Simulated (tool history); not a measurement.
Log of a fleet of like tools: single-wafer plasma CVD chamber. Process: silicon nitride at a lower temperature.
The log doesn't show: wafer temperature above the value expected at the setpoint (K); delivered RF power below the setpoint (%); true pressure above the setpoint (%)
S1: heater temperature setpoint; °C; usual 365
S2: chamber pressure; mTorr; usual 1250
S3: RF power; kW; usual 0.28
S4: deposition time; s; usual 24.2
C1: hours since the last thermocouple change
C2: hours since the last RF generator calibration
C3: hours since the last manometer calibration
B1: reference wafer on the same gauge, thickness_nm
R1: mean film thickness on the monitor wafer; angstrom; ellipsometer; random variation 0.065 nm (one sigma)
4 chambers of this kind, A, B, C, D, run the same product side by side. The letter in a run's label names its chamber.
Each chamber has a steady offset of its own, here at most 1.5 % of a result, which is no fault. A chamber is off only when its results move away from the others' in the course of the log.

run   hour   S1    S2     S3    S4      C1      C2      C3      B1      R1
 1B      4  365  1250   0.28  24.2   522.9   182.8   645.8  27.215  250.58
 2C     11  365  1250   0.28  24.2   444.2   505.4  1924.8   27.19  250.59
 3D   16.2  365  1250   0.28  24.2  1741.3   881.3  1704.5  27.191  252.34
 4A   21.2  365  1250   0.28  24.2  1115.3  2009.6  1408.7  27.191  255.04
 5D   25.4  365  1250   0.28  24.2  1750.5   890.5  1713.7   27.19  252.77
 6B   29.5  365  1250   0.28  24.2   548.4   208.3   671.3  27.203  250.78
 7C   37.5  365  1250   0.28  24.2   470.7   531.9  1951.3  27.191  251.12
 8A   43.8  365  1250   0.28  24.2  1137.9  2032.2  1431.3    27.2  254.85
 9A   47.9  360  1250   0.28    21    1142  2036.3  1435.4  27.206  220.47
10B   54.6  360  1250   0.28    21   573.5   233.4   696.4  27.192  217.73
11D   62.3  360  1250   0.28    21  1787.4   927.4  1750.6  27.201  219.07
12C   66.4  360  1250   0.28    21   499.6   560.8  1980.2  27.199  218.94
13C   72.1  365  1250   0.28  24.2   505.3   566.5  1985.9    27.2  251.06
14B     78  365  1250   0.28  24.2   596.9   256.8   719.8  27.201  251.49
15D   82.7  365  1250   0.28  24.2  1807.8   947.8    1771   27.19  251.62
16A   86.9  365  1250   0.28  24.2    1181  2075.3  1474.4  27.201  255.69
17A   92.6  365  1250   0.28  24.2  1186.7    2081  1480.1  27.202   253.4
18B   96.3  375  1250  0.305  24.2   615.2   275.1   738.1  27.211  264.03
19C  101.5  375  1250  0.305  24.2   534.7   595.9  2015.3    27.2  265.76
20D  105.8  375  1250  0.305  24.2  1830.9   970.9  1794.1  27.215  266.04
21B  113.2  375  1250  0.305  24.2   632.1     292     755  27.202  263.53
22A  120.1  365  1250   0.28  24.2  1214.2  2108.5  1507.6  27.198  255.76
23D  124.3  365  1250   0.28  24.2  1849.4   989.4  1812.6  27.178  251.97
24C    131  365  1250   0.28  24.2   564.2   625.4  2044.8  27.205  250.95

What goes on in this fleet: one chamber off, a drifting gauge, or nothing beyond the chambers' own small offsets? Name the chamber and the cause, if any.

No chamber stands off beyond its own small offset, and the gauge holds steady.

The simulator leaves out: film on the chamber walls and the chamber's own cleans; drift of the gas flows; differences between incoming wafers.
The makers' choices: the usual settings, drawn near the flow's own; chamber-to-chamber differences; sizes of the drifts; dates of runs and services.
